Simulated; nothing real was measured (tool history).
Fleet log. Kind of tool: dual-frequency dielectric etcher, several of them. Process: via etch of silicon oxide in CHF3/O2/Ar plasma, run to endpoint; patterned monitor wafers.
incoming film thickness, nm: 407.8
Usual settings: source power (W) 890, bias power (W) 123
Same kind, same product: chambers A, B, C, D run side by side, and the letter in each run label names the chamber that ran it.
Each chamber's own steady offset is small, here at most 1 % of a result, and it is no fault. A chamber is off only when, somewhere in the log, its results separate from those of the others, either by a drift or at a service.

run,hour,source power (W),bias power (W),endpoint time (s)
1A,13.3,890,123,200.74
# hour 19.9: chamber C: source power generator calibrated
2D,21.4,890,123,200.21
3B,28.9,890,123,200.88
4C,41,890,123,199.67
5D,52.8,890,123,201.69
# hour 59: chamber A: wet clean of the chamber
6C,64.7,890,123,200.42
7B,76,890,123,200.63
8A,88.6,890,123,201.92
9D,95.5,890,123,197.98
10B,107.9,890,123,198.73
# hour 118.4: chamber B: wet clean of the chamber
11C,121,890,123,199.48
# hour 124: chamber C: wet clean of the chamber
12A,132.1,890,123,202.28
13D,142.8,890,123,200.27
14C,154.7,890,123,199.67
15B,166.3,890,123,191.17
16A,179.3,890,138,195.17
17B,190.8,890,138,186.09
18C,203.8,890,138,193.65
19A,214.6,890,138,195.56
20D,220.8,890,123,200.19
21B,227.3,780,123,202.66
22C,233.5,780,123,209.89
23A,244,780,123,213.35
24D,250,780,123,210.55

Next, all 4 chambers run the settings below, one line each with question marks for the results. What does each chamber give?
25A,259.6,890,123,?
25B,259.6,890,123,?
25C,259.6,890,123,?
25D,259.6,890,123,?

run,endpoint time (s)
25A,201.67
25B,190.28
25C,200.36
25D,199.96

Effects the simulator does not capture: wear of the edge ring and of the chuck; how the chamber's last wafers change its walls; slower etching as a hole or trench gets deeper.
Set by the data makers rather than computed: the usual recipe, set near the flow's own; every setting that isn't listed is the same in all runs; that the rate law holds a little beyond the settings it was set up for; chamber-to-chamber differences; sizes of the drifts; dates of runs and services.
